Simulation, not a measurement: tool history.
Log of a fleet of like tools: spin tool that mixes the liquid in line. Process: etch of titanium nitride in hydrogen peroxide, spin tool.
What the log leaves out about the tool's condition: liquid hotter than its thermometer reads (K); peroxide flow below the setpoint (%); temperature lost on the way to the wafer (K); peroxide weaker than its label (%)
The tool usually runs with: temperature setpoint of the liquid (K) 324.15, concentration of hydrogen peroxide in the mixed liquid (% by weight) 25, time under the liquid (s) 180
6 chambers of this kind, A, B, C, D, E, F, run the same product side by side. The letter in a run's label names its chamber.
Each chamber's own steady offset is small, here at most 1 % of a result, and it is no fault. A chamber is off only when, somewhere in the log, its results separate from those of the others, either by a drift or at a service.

| run | hour | temperature setpoint of the liquid (K) | concentration of hydrogen peroxide in the mixed liquid (% by weight) | time under the liquid (s) | hours since the thermometer was replaced | hours since the peroxide flow meter was replaced | hours since the heated supply line was repaired | hours since the drum of peroxide was connected | read-back film thickness of the titanium nitride reference wafer, read on the same gauge (nm) | thickness taken off the titanium nitride on a monitor wafer (Å) |
|---|---|---|---|---|---|---|---|---|---|---|
| 1C | 5 | 324.15 | 25 | 180 | 310.5 | 765.7 | 2822 | 222.8 | 40.004 | 50.55 |
| 2D | 9 | 324.15 | 25 | 180 | 680.3 | 537.2 | 1980.6 | 880.4 | 39.977 | 51.419 |
| 3E | 15.4 | 324.15 | 25 | 180 | 115.6 | 211.1 | 2613.8 | 705.6 | 39.989 | 50.462 |
| 4F | 19.1 | 324.15 | 25 | 180 | 227.5 | 320.6 | 1232.5 | 348.9 | 40.016 | 50.87 |
|  | 20 | chamber D: heated supply line repaired |
| 5A | 23.2 | 324.15 | 25 | 180 | 1136 | 206.6 | 1502.8 | 317.2 | 40.007 | 50.423 |
| 6B | 30.4 | 324.15 | 25 | 180 | 1228.1 | 367.5 | 3555.6 | 522 | 39.983 | 50.68 |
| 7A | 35.2 | 324.15 | 25 | 180 | 1148 | 218.6 | 1514.8 | 329.2 | 39.973 | 50.721 |
|  | 35.8 | chamber E: new drum of peroxide connected |
|  | 37.9 | chamber C: heated supply line repaired |
| 8C | 40 | 324.15 | 25 | 180 | 345.5 | 800.7 | 2.1 | 257.8 | 40.016 | 50.642 |
| 9D | 45.2 | 324.15 | 25 | 180 | 716.5 | 573.4 | 25.3 | 916.6 | 40.028 | 50.562 |
| 10B | 49.8 | 319.65 | 20 | 180 | 1247.5 | 386.9 | 3575 | 541.4 | 39.986 | 34.098 |
|  | 54.5 | chamber A: new drum of peroxide connected |
| 11E | 56 | 319.65 | 20 | 180 | 156.2 | 251.7 | 2654.4 | 20.2 | 40 | 34.482 |
| 12F | 62.4 | 319.65 | 20 | 180 | 270.8 | 363.9 | 1275.8 | 392.2 | 39.981 | 34.638 |
| 13D | 68 | 319.65 | 20 | 180 | 739.3 | 596.2 | 48.1 | 939.4 | 40 | 34.826 |
| 14E | 72.6 | 319.65 | 20 | 180 | 172.8 | 268.3 | 2671 | 36.8 | 39.968 | 34.622 |
| 15F | 77.8 | 319.65 | 20 | 180 | 286.2 | 379.3 | 1291.2 | 407.6 | 40.021 | 34.943 |
| 16C | 81.5 | 324.15 | 25 | 180 | 387 | 842.2 | 43.6 | 299.3 | 39.989 | 50.637 |
| 17A | 85.1 | 324.15 | 25 | 180 | 1197.9 | 268.5 | 1564.7 | 30.7 | 39.984 | 51.092 |
| 18B | 89 | 324.15 | 25 | 180 | 1286.7 | 426.1 | 3614.2 | 580.6 | 40.021 | 50.825 |
| 19C | 95.1 | 324.15 | 25 | 180 | 400.6 | 855.8 | 57.2 | 312.9 | 39.993 | 50.536 |
| 20E | 101.4 | 324.15 | 25 | 180 | 201.6 | 297.1 | 2699.8 | 65.6 | 39.983 | 50.576 |
| 21B | 106.9 | 324.15 | 25 | 180 | 1304.6 | 444 | 3632.1 | 598.5 | 40.014 | 50.37 |
| 22A | 111.6 | 324.15 | 25 | 180 | 1224.4 | 295 | 1591.2 | 57.2 | 39.986 | 49.808 |
| 23D | 116.2 | 316.15 | 30 | 180 | 787.5 | 644.4 | 96.3 | 987.6 | 40.012 | 29.049 |
| 24F | 120.4 | 316.15 | 30 | 180 | 328.8 | 421.9 | 1333.8 | 450.2 | 39.995 | 28.948 |
| 25C | 126.6 | 316.15 | 30 | 180 | 432.1 | 887.3 | 88.7 | 344.4 | 39.986 | 28.726 |
| 26B | 131.4 | 316.15 | 30 | 180 | 1329.1 | 468.5 | 3656.6 | 623 | 40.005 | 28.734 |
| 27E | 138.2 | 316.15 | 30 | 180 | 238.4 | 333.9 | 2736.6 | 102.4 | 40.012 | 29.442 |
| 28D | 145.4 | 316.15 | 30 | 180 | 816.7 | 673.6 | 125.5 | 1016.8 | 40.012 | 29.273 |
| 29A | 152.3 | 324.15 | 25 | 180 | 1265.1 | 335.7 | 1631.9 | 97.9 | 40.008 | 50.611 |
| 30F | 156.7 | 324.15 | 25 | 180 | 365.1 | 458.2 | 1370.1 | 486.5 | 39.985 | 50.44 |
| 31A | 160.2 | 324.15 | 25 | 180 | 1273 | 343.6 | 1639.8 | 105.8 | 39.982 | 49.908 |
| 32D | 166.1 | 333.15 | 25 | 180 | 837.4 | 694.3 | 146.2 | 1037.5 | 40.002 | 97.355 |
| 33F | 171 | 333.15 | 25 | 180 | 379.4 | 472.5 | 1384.4 | 500.8 | 39.992 | 94.266 |
| 34B | 178.3 | 333.15 | 25 | 180 | 1376 | 515.4 | 3703.5 | 669.9 | 40.018 | 94.32 |
| 35C | 185 | 333.15 | 25 | 180 | 490.5 | 945.7 | 147.1 | 402.8 | 40.016 | 95.713 |
| 36E | 191.5 | 333.15 | 25 | 180 | 291.7 | 387.2 | 2789.9 | 155.7 | 40 | 95.472 |

The same settings go to every chamber for the next run, one line per chamber below. Forecast the results for each:
| 37A | 196.8 | 324.15 | 25 | 180 |  |  |  |  |  | ? |
| 37B | 196.8 | 324.15 | 25 | 180 |  |  |  |  |  | ? |
| 37C | 196.8 | 324.15 | 25 | 180 |  |  |  |  |  | ? |
| 37D | 196.8 | 324.15 | 25 | 180 |  |  |  |  |  | ? |
| 37E | 196.8 | 324.15 | 25 | 180 |  |  |  |  |  | ? |
| 37F | 196.8 | 324.15 | 25 | 180 |  |  |  |  |  | ? |

| run | thickness taken off the titanium nitride on a monitor wafer (Å) |
|---|---|
| 37A | 50.24 |
| 37B | 50.217 |
| 37C | 51.02 |
| 37D | 51.21 |
| 37E | 51.067 |
| 37F | 51.089 |
